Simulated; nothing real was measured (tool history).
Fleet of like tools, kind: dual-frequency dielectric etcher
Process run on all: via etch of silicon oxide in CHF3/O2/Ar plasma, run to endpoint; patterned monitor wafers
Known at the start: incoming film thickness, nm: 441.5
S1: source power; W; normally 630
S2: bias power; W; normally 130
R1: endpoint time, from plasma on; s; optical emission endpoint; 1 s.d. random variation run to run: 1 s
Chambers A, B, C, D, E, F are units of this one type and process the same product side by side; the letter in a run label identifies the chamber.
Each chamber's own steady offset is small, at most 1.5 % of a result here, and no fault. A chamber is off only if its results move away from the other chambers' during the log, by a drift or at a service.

run	hour	S1	S2	R1
1D	6.1	630	130	243.21
2F	18.7	630	130	246.27
3A	27.9	630	130	243.25
4C	39.1	630	130	243.41
# hour 40.2: chamber D: wet clean of the chamber
5B	47.3	630	130	241.38
# hour 52.7: chamber B: bias power generator calibrated
6E	53.0	630	130	245.25
7C	59.5	630	130	242.75
8E	67.6	630	130	246.31
9A	80.2	630	130	244.06
10D	86.4	480	130	270.19
11B	92.6	480	130	271.01
12F	103.5	480	130	272.84
13A	109.2	480	130	270.91
# hour 110.0: chamber E: wet clean of the chamber
14F	119.1	480	130	272.02
15C	130.7	480	130	272.26
16D	137.5	630	130	243.15
17B	143.8	730	130	229.04
18E	154.2	730	130	243.16
19A	161.5	730	130	229.50
20D	168.9	730	130	228.58
21C	177.0	730	130	229.98
22B	182.9	730	130	228.57
23E	191.2	630	130	258.68
24F	201.6	630	130	244.59
25C	209.8	510	103	283.41
26E	222.5	510	103	302.46
27B	234.6	510	103	283.94
# hour 239.1: chamber C: source power generator calibrated
28A	245.6	510	103	283.65
29F	254.9	510	103	286.15
30D	262.1	510	103	282.68
31C	273.6	630	130	242.82
32E	284.5	630	130	260.69
33F	296.8	630	130	245.47
# hour 300.4: chamber A: wet clean of the chamber
34A	306.2	630	130	244.90
35B	311.7	750	152	218.38
36D	321.1	750	152	216.44
37F	331.4	750	152	219.47
38A	337.3	750	152	217.34
39E	344.3	750	152	229.71
40C	352.8	750	152	217.17
41D	364.1	630	130	243.52

Has any chamber moved away from the others, gradually or after a service, or does the common gauge drift, or do the chambers differ only by their own small steady offsets? State the chamber and the most likely cause if one applies.

The work done on chamber E during a service left it standing apart from the others.
Cause: etch rate under this chamber's usual, % = 4.8.

Which of the 4 candidates below, each the usual settings with something changed and its results left as question marks, puts chamber E back in line with what the other chambers give on the usual settings?
Allowed miss from the other chambers' usual-settings mean, per result, to count as in line: R1 3.60 s
42E-1	373.2	570	120	?
42E-2	373.2	690	140	?
42E-3	373.2	510	112	?
42E-4	373.2	770	152	?

Other chambers, usual settings, mean: R1 243.66 s
run	R1
42E-1	276.08
42E-2	244.36
42E-3	294.45
42E-4	228.21
42E-2 puts the chamber back in line with the other chambers.
